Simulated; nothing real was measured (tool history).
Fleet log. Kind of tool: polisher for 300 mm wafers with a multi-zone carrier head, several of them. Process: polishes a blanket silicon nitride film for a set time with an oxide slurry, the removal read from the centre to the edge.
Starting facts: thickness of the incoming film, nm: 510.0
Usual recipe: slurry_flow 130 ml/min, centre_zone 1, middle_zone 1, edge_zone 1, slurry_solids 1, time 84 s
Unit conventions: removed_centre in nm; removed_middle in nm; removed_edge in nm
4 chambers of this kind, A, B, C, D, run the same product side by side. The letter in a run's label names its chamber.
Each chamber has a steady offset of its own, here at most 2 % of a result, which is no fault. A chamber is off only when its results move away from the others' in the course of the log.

-- day=0.042 chamber A: worn pad replaced by a new one
run 1D day=0.3 | slurry_flow=130 centre_zone=1 middle_zone=1 edge_zone=1 slurry_solids=1 time=84 | removed_centre=47.582 removed_middle=47.571 removed_edge=48.905
run 2B day=0.671 | slurry_flow=130 centre_zone=1 middle_zone=1 edge_zone=1 slurry_solids=1 time=84 | removed_centre=47.35 removed_middle=48.148 removed_edge=47.214
run 3A day=0.979 | slurry_flow=130 centre_zone=1 middle_zone=1 edge_zone=1 slurry_solids=1 time=84 | removed_centre=47.513 removed_middle=48.428 removed_edge=48.533
run 4C day=1.35 | slurry_flow=130 centre_zone=1 middle_zone=1 edge_zone=1 slurry_solids=1 time=84 | removed_centre=47.537 removed_middle=46.938 removed_edge=47.779
-- day=1.492 chamber C: worn pad replaced by a new one
run 5B day=1.683 | slurry_flow=105 centre_zone=1 middle_zone=1.07 edge_zone=1 slurry_solids=1 time=84 | removed_centre=45.263 removed_middle=49.578 removed_edge=46.083
-- day=1.925 chamber D: worn pad replaced by a new one
-- day=1.996 chamber B: worn pad replaced by a new one
run 6A day=2.012 | slurry_flow=105 centre_zone=1 middle_zone=1.07 edge_zone=1 slurry_solids=1 time=84 | removed_centre=45.084 removed_middle=48.301 removed_edge=46.353
-- day=2.033 chamber C: slurry nozzle cleaned
run 7D day=2.321 | slurry_flow=105 centre_zone=1 middle_zone=1.07 edge_zone=1 slurry_solids=1 time=84 | removed_centre=44.102 removed_middle=48.714 removed_edge=46.714
-- day=2.417 chamber A: worn pad replaced by a new one
run 8C day=2.492 | slurry_flow=105 centre_zone=1 middle_zone=1.07 edge_zone=1 slurry_solids=1 time=84 | removed_centre=44.755 removed_middle=47.713 removed_edge=46.499
run 9A day=2.692 | slurry_flow=130 centre_zone=1 middle_zone=1 edge_zone=1 slurry_solids=1 time=84 | removed_centre=46.945 removed_middle=48.218 removed_edge=48.385
run 10C day=2.988 | slurry_flow=130 centre_zone=1 middle_zone=1 edge_zone=1 slurry_solids=1 time=84 | removed_centre=46.925 removed_middle=47.342 removed_edge=47.345
run 11D day=3.317 | slurry_flow=130 centre_zone=1 middle_zone=1 edge_zone=1 slurry_solids=1 time=84 | removed_centre=47.142 removed_middle=47.91 removed_edge=48.665
run 12B day=3.508 | slurry_flow=110 centre_zone=1 middle_zone=1 edge_zone=1.04 slurry_solids=1 time=84 | removed_centre=45.241 removed_middle=45.554 removed_edge=47.167
-- day=3.804 chamber D: worn pad replaced by a new one
run 13C day=3.892 | slurry_flow=110 centre_zone=1 middle_zone=1 edge_zone=1.04 slurry_solids=1 time=84 | removed_centre=44.157 removed_middle=46.262 removed_edge=47.58
run 14A day=4.25 | slurry_flow=110 centre_zone=1 middle_zone=1 edge_zone=1.04 slurry_solids=1 time=84 | removed_centre=45.141 removed_middle=46.325 removed_edge=46.891
run 15D day=4.433 | slurry_flow=110 centre_zone=1 middle_zone=1 edge_zone=1.04 slurry_solids=1 time=84 | removed_centre=45.428 removed_middle=46.446 removed_edge=49.242
run 16B day=4.796 | slurry_flow=130 centre_zone=1 middle_zone=1 edge_zone=1 slurry_solids=1 time=94 | removed_centre=53.091 removed_middle=54.472 removed_edge=53.256
-- day=4.896 chamber B: worn pad replaced by a new one
-- day=4.992 chamber A: worn pad replaced by a new one
run 17B day=5.188 | slurry_flow=130 centre_zone=1 middle_zone=1 edge_zone=1 slurry_solids=1 time=94 | removed_centre=53.703 removed_middle=53.606 removed_edge=53.462
-- day=5.55 chamber D: worn pad replaced by a new one
run 18A day=5.575 | slurry_flow=130 centre_zone=1 middle_zone=1 edge_zone=1 slurry_solids=1 time=94 | removed_centre=52.502 removed_middle=53.622 removed_edge=53.941
run 19C day=5.875 | slurry_flow=130 centre_zone=1 middle_zone=1 edge_zone=1 slurry_solids=1 time=94 | removed_centre=50.562 removed_middle=53.005 removed_edge=53.939
run 20D day=6.229 | slurry_flow=130 centre_zone=1 middle_zone=1.1 edge_zone=1 slurry_solids=1 time=68 | removed_centre=38.26 removed_middle=42.601 removed_edge=39.358
-- day=6.471 chamber C: worn pad replaced by a new one
run 21D day=6.529 | slurry_flow=130 centre_zone=1 middle_zone=1.1 edge_zone=1 slurry_solids=1 time=68 | removed_centre=38.744 removed_middle=41.847 removed_edge=38.956
run 22C day=6.917 | slurry_flow=130 centre_zone=1 middle_zone=1.1 edge_zone=1 slurry_solids=1 time=68 | removed_centre=35.873 removed_middle=42.241 removed_edge=39.449
run 23A day=7.142 | slurry_flow=130 centre_zone=1 middle_zone=1.1 edge_zone=1 slurry_solids=1 time=68 | removed_centre=38.849 removed_middle=42.094 removed_edge=38.959
-- day=7.188 chamber A: worn pad replaced by a new one
run 24B day=7.354 | slurry_flow=130 centre_zone=1 middle_zone=1 edge_zone=1 slurry_solids=1 time=84 | removed_centre=47.641 removed_middle=48.353 removed_edge=47.475
-- day=7.392 chamber D: worn pad replaced by a new one
-- day=7.625 chamber D: slurry nozzle cleaned
run 25C day=7.712 | slurry_flow=130 centre_zone=1 middle_zone=0.9 edge_zone=1 slurry_solids=1 time=84 | removed_centre=43.027 removed_middle=43.118 removed_edge=47.568
run 26A day=7.975 | slurry_flow=130 centre_zone=1 middle_zone=0.9 edge_zone=1 slurry_solids=1 time=84 | removed_centre=47.698 removed_middle=43.377 removed_edge=47.154
run 27D day=8.262 | slurry_flow=130 centre_zone=1 middle_zone=0.9 edge_zone=1 slurry_solids=1 time=84 | removed_centre=47.032 removed_middle=43.794 removed_edge=49.814

Each of the 4 chambers runs these same settings next. Fill in every chamber's results:
run 28A day=8.546 | slurry_flow=130 centre_zone=1 middle_zone=1 edge_zone=1 slurry_solids=1 time=84 | removed_centre=? removed_middle=? removed_edge=?
run 28B day=8.546 | slurry_flow=130 centre_zone=1 middle_zone=1 edge_zone=1 slurry_solids=1 time=84 | removed_centre=? removed_middle=? removed_edge=?
run 28C day=8.546 | slurry_flow=130 centre_zone=1 middle_zone=1 edge_zone=1 slurry_solids=1 time=84 | removed_centre=? removed_middle=? removed_edge=?
run 28D day=8.546 | slurry_flow=130 centre_zone=1 middle_zone=1 edge_zone=1 slurry_solids=1 time=84 | removed_centre=? removed_middle=? removed_edge=?

run=28A removed_centre=47.254 removed_middle=48.099 removed_edge=48.148
run=28B removed_centre=47.727 removed_middle=47.932 removed_edge=47.364
run=28C removed_centre=43.87 removed_middle=47.643 removed_edge=47.55
run=28D removed_centre=47.532 removed_middle=47.172 removed_edge=48.549
